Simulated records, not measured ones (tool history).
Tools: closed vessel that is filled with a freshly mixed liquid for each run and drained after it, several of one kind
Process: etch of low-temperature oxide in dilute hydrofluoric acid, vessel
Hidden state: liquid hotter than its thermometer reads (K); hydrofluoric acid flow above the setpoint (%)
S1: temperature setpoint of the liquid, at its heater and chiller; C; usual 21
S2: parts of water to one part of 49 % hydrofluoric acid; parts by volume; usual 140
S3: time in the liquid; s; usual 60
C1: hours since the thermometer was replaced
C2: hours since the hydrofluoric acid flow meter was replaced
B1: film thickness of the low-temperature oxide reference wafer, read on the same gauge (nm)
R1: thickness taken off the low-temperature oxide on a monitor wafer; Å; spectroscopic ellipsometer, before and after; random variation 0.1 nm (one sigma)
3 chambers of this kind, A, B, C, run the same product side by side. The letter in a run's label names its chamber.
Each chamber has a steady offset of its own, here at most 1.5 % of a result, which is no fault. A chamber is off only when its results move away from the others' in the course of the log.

| run | day | S1 | S2 | S3 | C1 | C2 | B1 | R1 |
|---|---|---|---|---|---|---|---|---|
| 1A | 0.262 | 21 | 140 | 60 | 1302.4 | 639.8 | 29.949 | 127.27 |
|  | 0.667 | chamber A: hydrofluoric acid flow meter replaced |
| 2C | 0.671 | 21 | 140 | 60 | 872.5 | 249.3 | 29.988 | 126.23 |
| 3B | 0.967 | 21 | 140 | 60 | 1031.1 | 50.7 | 29.927 | 129.67 |
| 4C | 1.408 | 21 | 140 | 60 | 890.2 | 267 | 30.011 | 126.32 |
| 5B | 1.692 | 21 | 140 | 60 | 1048.5 | 68.1 | 30.003 | 127.55 |
| 6A | 2.175 | 21 | 140 | 60 | 1348.3 | 36.3 | 30.011 | 129.09 |
| 7C | 2.538 | 21 | 140 | 80 | 917.3 | 294.1 | 30.044 | 168.48 |
| 8B | 3.029 | 21 | 140 | 80 | 1080.6 | 100.2 | 29.992 | 170.99 |
| 9A | 3.521 | 21 | 140 | 80 | 1380.6 | 68.6 | 30.028 | 170.67 |
| 10B | 3.938 | 21 | 140 | 60 | 1102.4 | 122 | 29.976 | 129.86 |
| 11C | 4.412 | 21 | 140 | 60 | 962.3 | 339.1 | 29.981 | 126.26 |
| 12A | 4.779 | 21 | 140 | 60 | 1410.8 | 98.8 | 29.982 | 128.35 |
| 13B | 5.112 | 21 | 140 | 60 | 1130.6 | 150.2 | 29.99 | 129.66 |
| 14A | 5.55 | 21 | 140 | 60 | 1429.3 | 117.3 | 30.013 | 128.25 |
| 15C | 5.812 | 21 | 140 | 60 | 995.9 | 372.7 | 29.958 | 126.48 |
| 16A | 6.071 | 21 | 140 | 60 | 1441.8 | 129.8 | 29.999 | 129.08 |
| 17C | 6.292 | 21 | 140 | 60 | 1007.4 | 384.2 | 29.983 | 126.69 |
| 18B | 6.671 | 21 | 140 | 60 | 1168 | 187.6 | 30.038 | 128.83 |
| 19A | 6.975 | 21 | 140 | 60 | 1463.5 | 151.5 | 30.062 | 128.1 |
| 20B | 7.412 | 23 | 140 | 60 | 1185.8 | 205.4 | 29.981 | 139.91 |
| 21C | 7.775 | 23 | 140 | 60 | 1043 | 419.8 | 29.996 | 138.62 |
| 22A | 8 | 23 | 140 | 60 | 1488.1 | 176.1 | 30.03 | 136.98 |
| 23B | 8.338 | 21 | 140 | 60 | 1208 | 227.6 | 30.036 | 126.3 |
|  | 8.358 | chamber C: thermometer replaced |
| 24C | 8.558 | 21 | 140 | 60 | 4.8 | 438.6 | 29.982 | 125.88 |
| 25A | 8.971 | 21 | 140 | 60 | 1511.4 | 199.4 | 30.011 | 127.98 |
| 26B | 9.233 | 17 | 140 | 90 | 1229.5 | 249.1 | 30.068 | 164.38 |
| 27C | 9.492 | 17 | 140 | 90 | 27.2 | 461 | 29.992 | 163.32 |
| 28B | 9.821 | 17 | 140 | 90 | 1243.6 | 263.2 | 29.98 | 162.48 |
| 29A | 10.267 | 21 | 140 | 60 | 1542.5 | 230.5 | 29.959 | 129.2 |
| 30C | 10.629 | 21 | 140 | 60 | 54.5 | 488.3 | 29.967 | 126 |
| 31B | 11.117 | 21 | 140 | 60 | 1274.7 | 294.3 | 29.955 | 128.3 |
| 32A | 11.45 | 21 | 140 | 60 | 1570.9 | 258.9 | 30.007 | 127.44 |
| 33C | 11.942 | 21 | 140 | 60 | 86 | 519.8 | 30.015 | 125.49 |
| 34A | 12.396 | 21 | 140 | 60 | 1593.6 | 281.6 | 30.022 | 128.37 |
| 35C | 12.779 | 21 | 140 | 60 | 106.1 | 539.9 | 30.005 | 124.92 |
| 36B | 13.225 | 21 | 140 | 60 | 1325.3 | 344.9 | 29.952 | 126.98 |
| 37B | 13.504 | 21 | 140 | 60 | 1332 | 351.6 | 30.029 | 127.55 |
| 38C | 13.942 | 21 | 140 | 60 | 134 | 567.8 | 29.996 | 126.31 |
| 39A | 14.317 | 21 | 140 | 60 | 1639.7 | 327.7 | 30.019 | 127.46 |
| 40C | 14.746 | 21 | 140 | 60 | 153.3 | 587.1 | 29.998 | 126.03 |

All 3 chambers run these settings next. Forecast each chamber's results:
| 41A | 15.1 | 18.5 | 140 | 60 |  |  |  | ? |
| 41B | 15.1 | 18.5 | 140 | 60 |  |  |  | ? |
| 41C | 15.1 | 18.5 | 140 | 60 |  |  |  | ? |

| run | R1 |
|---|---|
| 41A | 116.98 |
| 41B | 116.72 |
| 41C | 113.77 |

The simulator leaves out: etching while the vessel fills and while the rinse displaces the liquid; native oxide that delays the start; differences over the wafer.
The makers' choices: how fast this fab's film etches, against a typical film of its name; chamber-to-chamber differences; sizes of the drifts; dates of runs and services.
